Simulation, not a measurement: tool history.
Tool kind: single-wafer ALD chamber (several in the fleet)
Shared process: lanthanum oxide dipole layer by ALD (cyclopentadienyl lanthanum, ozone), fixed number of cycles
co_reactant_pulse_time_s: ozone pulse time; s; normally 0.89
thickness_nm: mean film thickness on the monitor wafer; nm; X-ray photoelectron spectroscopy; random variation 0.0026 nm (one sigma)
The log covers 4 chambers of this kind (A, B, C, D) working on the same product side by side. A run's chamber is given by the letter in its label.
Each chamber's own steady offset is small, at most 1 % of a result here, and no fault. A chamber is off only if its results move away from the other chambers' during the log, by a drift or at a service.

run   hour  co_reactant_pulse_time_s  read-back reference wafer on the same gauge, thickness_nm  thickness_nm
 1D    6.3                      0.89                                                    0.40322       0.47295
 2B   13.8                      0.89                                                     0.4032       0.48489
 3C   21.1                      0.89                                                    0.40261       0.47519
 4A   27.3                      0.89                                                    0.40289       0.47817
 5C   33.7                      0.89                                                    0.40298       0.47953
 6D     38                      0.67                                                    0.40317       0.41951
      44.2  -- chamber C: ozone generator serviced
 7B   44.9                      0.67                                                    0.40245        0.4271
      50.6  -- chamber D: ozone generator serviced
 8A   53.3                      0.67                                                    0.40273       0.43101
 9A     59                      0.67                                                    0.40346       0.42425
10C   63.4                      1.05                                                    0.40352       0.50462
11B   71.2                      1.05                                                    0.40292       0.50928
12D   76.1                      1.05                                                    0.40345       0.50229
13D   85.2                      1.05                                                    0.40305       0.50589
14A   89.5                      0.89                                                    0.40303       0.47464
15C   97.5                      0.89                                                    0.40299       0.47457
16B  106.2                      0.89                                                    0.40268       0.48413
17B  112.2                      0.89                                                    0.40315       0.48377
18A  120.7                      0.89                                                    0.40292       0.46664
19C  130.1                      0.89                                                    0.40314       0.47897
20D  134.7                      0.89                                                     0.4033       0.47408
21D  141.8                      0.89                                                     0.4029       0.47844
22C  151.1                      1.06                                                    0.40274       0.50326
23A  155.5                      1.06                                                    0.40284       0.48812
24B    164                      1.06                                                    0.40304       0.51201
25D  168.3                      1.06                                                    0.40324       0.50509
26A  173.1                      0.89                                                    0.40318         0.444

Has any chamber moved away from the others, gradually or after a service, or does the common gauge drift, or do the chambers differ only by their own small steady offsets? State the chamber and the most likely cause if one applies.

It is chamber A that slowly wanders off from its peers.
What lies behind it: ozone dose below that of a generator just serviced (%) = 17.

Chamber A could run next with any of the 4 candidate recipes listed below; each alters the usual settings, and their results appear as question marks. Which one brings its results back in line with what the other chambers deliver on the usual settings?
In line here means within this much of the mean the other chambers give on the usual settings: thickness_nm 0.0091 nm
27A-1  179.9                      0.77                                                                        ?
27A-2  179.9                      0.84                                                                        ?
27A-3  179.9                      0.94                                                                        ?
27A-4  179.9                      1.05                                                                        ?

What the other chambers average on the usual settings: thickness_nm 0.47982 nm
  run  thickness_nm
27A-1       0.41836
27A-2       0.43644
27A-3       0.45886
27A-4       0.47953
Change 27A-4 lands the chamber within the allowed miss of the other chambers.
